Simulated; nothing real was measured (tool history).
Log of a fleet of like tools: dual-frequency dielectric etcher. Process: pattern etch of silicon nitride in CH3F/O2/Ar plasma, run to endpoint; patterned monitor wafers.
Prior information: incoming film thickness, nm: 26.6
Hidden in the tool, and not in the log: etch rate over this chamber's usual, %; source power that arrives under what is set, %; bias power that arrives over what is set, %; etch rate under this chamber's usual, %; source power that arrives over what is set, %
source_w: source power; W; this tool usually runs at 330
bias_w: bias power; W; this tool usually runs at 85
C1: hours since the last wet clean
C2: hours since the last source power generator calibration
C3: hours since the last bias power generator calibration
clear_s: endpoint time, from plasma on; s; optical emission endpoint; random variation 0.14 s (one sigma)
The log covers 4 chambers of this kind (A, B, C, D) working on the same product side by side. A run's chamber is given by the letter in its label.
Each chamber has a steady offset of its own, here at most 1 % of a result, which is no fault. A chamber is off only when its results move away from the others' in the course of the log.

run 1A day=0.242 | source_w=330 bias_w=85 | C1=211 C2=2359.6 C3=1844.5 | clear_s=38.978
run 2D day=0.521 | source_w=330 bias_w=85 | C1=151.7 C2=1030.2 C3=903.1 | clear_s=39.346
run 3B day=0.917 | source_w=330 bias_w=85 | C1=244.9 C2=2959.8 C3=242.4 | clear_s=39.43
run 4C day=1.142 | source_w=330 bias_w=85 | C1=384.9 C2=1474.4 C3=1645.3 | clear_s=38.805
run 5D day=1.342 | source_w=330 bias_w=85 | C1=171.4 C2=1049.9 C3=922.8 | clear_s=39.112
run 6C day=1.625 | source_w=330 bias_w=85 | C1=396.5 C2=1486 C3=1656.9 | clear_s=39.15
run 7B day=1.854 | source_w=330 bias_w=85 | C1=267.4 C2=2982.3 C3=264.9 | clear_s=39.42
run 8A day=2.083 | source_w=330 bias_w=85 | C1=255.2 C2=2403.8 C3=1888.7 | clear_s=39.158
run 9D day=2.279 | source_w=330 bias_w=85 | C1=193.9 C2=1072.4 C3=945.3 | clear_s=39.319
run 10A day=2.479 | source_w=330 bias_w=85 | C1=264.7 C2=2413.3 C3=1898.2 | clear_s=39.136
run 11C day=2.721 | source_w=330 bias_w=85 | C1=422.8 C2=1512.3 C3=1683.2 | clear_s=38.881
run 12B day=3.079 | source_w=330 bias_w=85 | C1=296.8 C2=3011.7 C3=294.3 | clear_s=39.508
run 13A day=3.488 | source_w=330 bias_w=85 | C1=288.9 C2=2437.5 C3=1922.4 | clear_s=39.12
run 14B day=3.717 | source_w=330 bias_w=85 | C1=312.1 C2=3027 C3=309.6 | clear_s=39.641
run 15C day=4.138 | source_w=280 bias_w=85 | C1=456.8 C2=1546.3 C3=1717.2 | clear_s=41.587
run 16D day=4.392 | source_w=280 bias_w=85 | C1=244.6 C2=1123.1 C3=996 | clear_s=41.631
run 17D day=4.625 | source_w=280 bias_w=85 | C1=250.2 C2=1128.7 C3=1001.6 | clear_s=41.789
run 18A day=4.992 | source_w=280 bias_w=85 | C1=325 C2=2473.6 C3=1958.5 | clear_s=41.505
run 19C day=5.342 | source_w=270 bias_w=85 | C1=485.7 C2=1575.2 C3=1746.1 | clear_s=42.116
run 20B day=5.725 | source_w=270 bias_w=85 | C1=360.3 C2=3075.2 C3=357.8 | clear_s=43.052
run 21D day=5.971 | source_w=270 bias_w=85 | C1=282.5 C2=1161 C3=1033.9 | clear_s=42.203
run 22B day=6.396 | source_w=270 bias_w=85 | C1=376.4 C2=3091.3 C3=373.9 | clear_s=43.311
run 23C day=6.625 | source_w=330 bias_w=85 | C1=516.5 C2=1606 C3=1776.9 | clear_s=38.954
run 24A day=6.879 | source_w=330 bias_w=85 | C1=370.3 C2=2518.9 C3=2003.8 | clear_s=39.121
run 25B day=7.183 | source_w=330 bias_w=85 | C1=395.3 C2=3110.2 C3=392.8 | clear_s=40.445
run 26C day=7.4 | source_w=330 bias_w=85 | C1=535.1 C2=1624.6 C3=1795.5 | clear_s=38.907

All 4 chambers run these settings next. Forecast each chamber's results:
run 27A day=7.708 | source_w=330 bias_w=85 | clear_s=?
run 27B day=7.708 | source_w=330 bias_w=85 | clear_s=?
run 27C day=7.708 | source_w=330 bias_w=85 | clear_s=?
run 27D day=7.708 | source_w=330 bias_w=85 | clear_s=?

run=27A clear_s=39.068
run=27B clear_s=40.232
run=27C clear_s=38.917
run=27D clear_s=39.351
